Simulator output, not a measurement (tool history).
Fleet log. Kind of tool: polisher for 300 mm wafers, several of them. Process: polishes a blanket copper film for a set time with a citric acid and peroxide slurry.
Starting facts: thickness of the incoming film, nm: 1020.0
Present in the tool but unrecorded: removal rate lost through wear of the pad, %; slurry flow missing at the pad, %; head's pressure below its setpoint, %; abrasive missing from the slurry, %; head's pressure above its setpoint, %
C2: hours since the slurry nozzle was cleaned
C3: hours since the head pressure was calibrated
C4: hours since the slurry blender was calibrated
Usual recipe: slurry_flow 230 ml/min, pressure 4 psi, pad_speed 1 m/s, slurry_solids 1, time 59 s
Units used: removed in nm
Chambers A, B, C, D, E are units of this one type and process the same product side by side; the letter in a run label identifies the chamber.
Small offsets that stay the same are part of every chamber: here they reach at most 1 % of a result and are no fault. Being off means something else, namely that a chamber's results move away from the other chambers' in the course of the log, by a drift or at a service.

Run 1E, hour 5.6: usual settings; wafers polished on this pad 373; C2 131.4; C3 55.4; C4 235.2. Result: removed 152.84 nm.
At hour 6.4: chamber A: slurry blender recalibrated.
At hour 9.3: chamber B: worn pad replaced by a new one.
At hour 10.2: chamber C: head pressure recalibrated.
Run 2C, hour 10.9: usual settings; wafers polished on this pad 292; C2 620.6; C3 0.8; C4 95.5. Result: removed 153.66 nm.
Run 3D, hour 14.2: usual settings; wafers polished on this pad 516; C2 337.6; C3 548.1; C4 55.2. Result: removed 152.38 nm.
Run 4A, hour 18.6: usual settings; wafers polished on this pad 179; C2 228.2; C3 551.1; C4 12.3. Result: removed 152.08 nm.
Run 5B, hour 22.1: usual settings; wafers polished on this pad 106; C2 63.3; C3 744.4; C4 167.5. Result: removed 151.42 nm.
At hour 23: chamber D: worn pad replaced by a new one.
At hour 26: chamber E: worn pad replaced by a new one.
Run 6A, hour 27.5: usual settings; wafers polished on this pad 253; C2 237.1; C3 560; C4 21.2. Result: removed 150.77 nm.
Run 7C, hour 31.5: usual settings but slurry_flow 265 ml/min, time 42 s; wafers polished on this pad 463; C2 641.2; C3 21.4; C4 116.1. Result: removed 109.45 nm.
At hour 37.4: chamber C: slurry nozzle cleaned.
Run 8D, hour 37.5: usual settings but slurry_flow 265 ml/min, time 42 s; wafers polished on this pad 120; C2 360.9; C3 571.4; C4 78.5. Result: removed 109.61 nm.
Run 9E, hour 42.5: usual settings but slurry_flow 265 ml/min, time 42 s; wafers polished on this pad 137; C2 168.3; C3 92.3; C4 272.1. Result: removed 110.94 nm.
Run 10B, hour 47.5: usual settings but slurry_flow 265 ml/min, time 42 s; wafers polished on this pad 317; C2 88.7; C3 769.8; C4 192.9. Result: removed 110.31 nm.
Run 11C, hour 50.5: usual settings but slurry_flow 265 ml/min, time 42 s; wafers polished on this pad 620; C2 13.1; C3 40.4; C4 135.1. Result: removed 110.55 nm.
Run 12E, hour 56.5: usual settings; wafers polished on this pad 253; C2 182.3; C3 106.3; C4 286.1. Result: removed 151.47 nm.
At hour 57.4: chamber C: slurry blender recalibrated.
Run 13B, hour 59.9: usual settings; wafers polished on this pad 419; C2 101.1; C3 782.2; C4 205.3. Result: removed 151.96 nm.
At hour 62.4: chamber A: worn pad replaced by a new one.
Run 14D, hour 65.3: usual settings; wafers polished on this pad 351; C2 388.7; C3 599.2; C4 106.3. Result: removed 151.96 nm.
Run 15A, hour 70.9: usual settings; wafers polished on this pad 70; C2 280.5; C3 603.4; C4 64.6. Result: removed 151.7 nm.
Run 16E, hour 76.1: usual settings; wafers polished on this pad 415; C2 201.9; C3 125.9; C4 305.7. Result: removed 152.84 nm.
Run 17A, hour 80.3: usual settings; wafers polished on this pad 148; C2 289.9; C3 612.8; C4 74. Result: removed 153.75 nm.
Run 18B, hour 85.1: usual settings; wafers polished on this pad 628; C2 126.3; C3 807.4; C4 230.5. Result: removed 150.23 nm.
Run 19C, hour 89.2: usual settings but slurry_solids 0.75; wafers polished on this pad 941; C2 51.8; C3 79.1; C4 31.9. Result: removed 144.07 nm.
At hour 94.2: chamber E: worn pad replaced by a new one.
Run 20D, hour 95.2: usual settings but slurry_solids 0.75; wafers polished on this pad 599; C2 418.6; C3 629.1; C4 136.2. Result: removed 143.2 nm.
Run 21E, hour 99.7: usual settings but slurry_solids 0.75; wafers polished on this pad 45; C2 225.5; C3 149.5; C4 329.3. Result: removed 142.9 nm.
At hour 102.3: chamber C: worn pad replaced by a new one.
Run 22C, hour 102.9: usual settings but slurry_solids 0.75; wafers polished on this pad 5; C2 65.5; C3 92.8; C4 45.6. Result: removed 145.15 nm.
At hour 107: chamber D: worn pad replaced by a new one.
Run 23B, hour 108.3: usual settings but slurry_solids 0.75; wafers polished on this pad 821; C2 149.5; C3 830.6; C4 253.7. Result: removed 142.2 nm.
Run 24A, hour 112.3: usual settings but time 66 s; wafers polished on this pad 414; C2 321.9; C3 644.8; C4 106. Result: removed 168.22 nm.
Run 25D, hour 116.2: usual settings but time 66 s; wafers polished on this pad 77; C2 439.6; C3 650.1; C4 157.2. Result: removed 169.34 nm.
Run 26B, hour 119.1: usual settings but time 66 s; wafers polished on this pad 911; C2 160.3; C3 841.4; C4 264.5. Result: removed 170.74 nm.
At hour 122: chamber A: worn pad replaced by a new one.
At hour 122.8: chamber B: slurry blender recalibrated.
Run 27D, hour 123.4: usual settings but time 66 s; wafers polished on this pad 136; C2 446.8; C3 657.3; C4 164.4. Result: removed 170.32 nm.
At hour 126: chamber A: slurry blender recalibrated.
Run 28A, hour 128.3: usual settings but time 66 s; wafers polished on this pad 52; C2 337.9; C3 660.8; C4 2.4. Result: removed 168.27 nm.
Run 29C, hour 131.1: usual settings; wafers polished on this pad 239; C2 93.7; C3 121; C4 73.8. Result: removed 152.64 nm.
Run 30E, hour 135.3: usual settings; wafers polished on this pad 341; C2 261.1; C3 185.1; C4 364.9. Result: removed 154.06 nm.
Run 31A, hour 138.4: usual settings; wafers polished on this pad 136; C2 348; C3 670.9; C4 12.5. Result: removed 150.2 nm.
Run 32C, hour 142.4: usual settings; wafers polished on this pad 332; C2 105; C3 132.3; C4 85.1. Result: removed 151.73 nm.
Run 33B, hour 146.8: usual settings; wafers polished on this pad 1140; C2 188; C3 869.1; C4 24. Result: removed 150.88 nm.
Run 34E, hour 151.6: usual settings but pad_speed 0.66 m/s; wafers polished on this pad 476; C2 277.4; C3 201.4; C4 381.2. Result: removed 101.88 nm.
Run 35D, hour 155.1: usual settings but pad_speed 0.66 m/s; wafers polished on this pad 399; C2 478.5; C3 689; C4 196.1. Result: removed 101.31 nm.
Run 36D, hour 159.2: usual settings but pad_speed 0.66 m/s; wafers polished on this pad 433; C2 482.6; C3 693.1; C4 200.2. Result: removed 102.1 nm.
Run 37B, hour 162.2: usual settings but pad_speed 0.66 m/s; wafers polished on this pad 1268; C2 203.4; C3 884.5; C4 39.4. Result: removed 100.09 nm.
At hour 162.5: chamber E: worn pad replaced by a new one.
Run 38A, hour 167.3: usual settings but pad_speed 0.66 m/s; wafers polished on this pad 375; C2 376.9; C3 699.8; C4 41.4. Result: removed 96.172 nm.
At hour 169.8: chamber B: worn pad replaced by a new one.
At hour 170.4: chamber E: slurry blender recalibrated.
Run 39C, hour 172.1: usual settings; wafers polished on this pad 579; C2 134.7; C3 162; C4 114.8. Result: removed 153.14 nm.
Run 40E, hour 178.2: usual settings; wafers polished on this pad 130; C2 304; C3 228; C4 7.9. Result: removed 153.41 nm.
Run 41B, hour 183.3: usual settings; wafers polished on this pad 112; C2 224.5; C3 905.6; C4 60.5. Result: removed 151.3 nm.
At hour 186.6: chamber A: worn pad replaced by a new one.
Run 42A, hour 189.3: usual settings; wafers polished on this pad 22; C2 398.9; C3 721.8; C4 63.4. Result: removed 144.18 nm.

All chambers now run identical settings, listed one chamber a line with results as question marks. What results will each chamber show?
Run 43A, hour 193.8: usual settings. Result: removed ?.
Run 43B, hour 193.8: usual settings. Result: removed ?.
Run 43C, hour 193.8: usual settings. Result: removed ?.
Run 43D, hour 193.8: usual settings. Result: removed ?.
Run 43E, hour 193.8: usual settings. Result: removed ?.

run  removed
43A   143.57
43B   151.17
43C   152.66
43D   153.19
43E   153.65
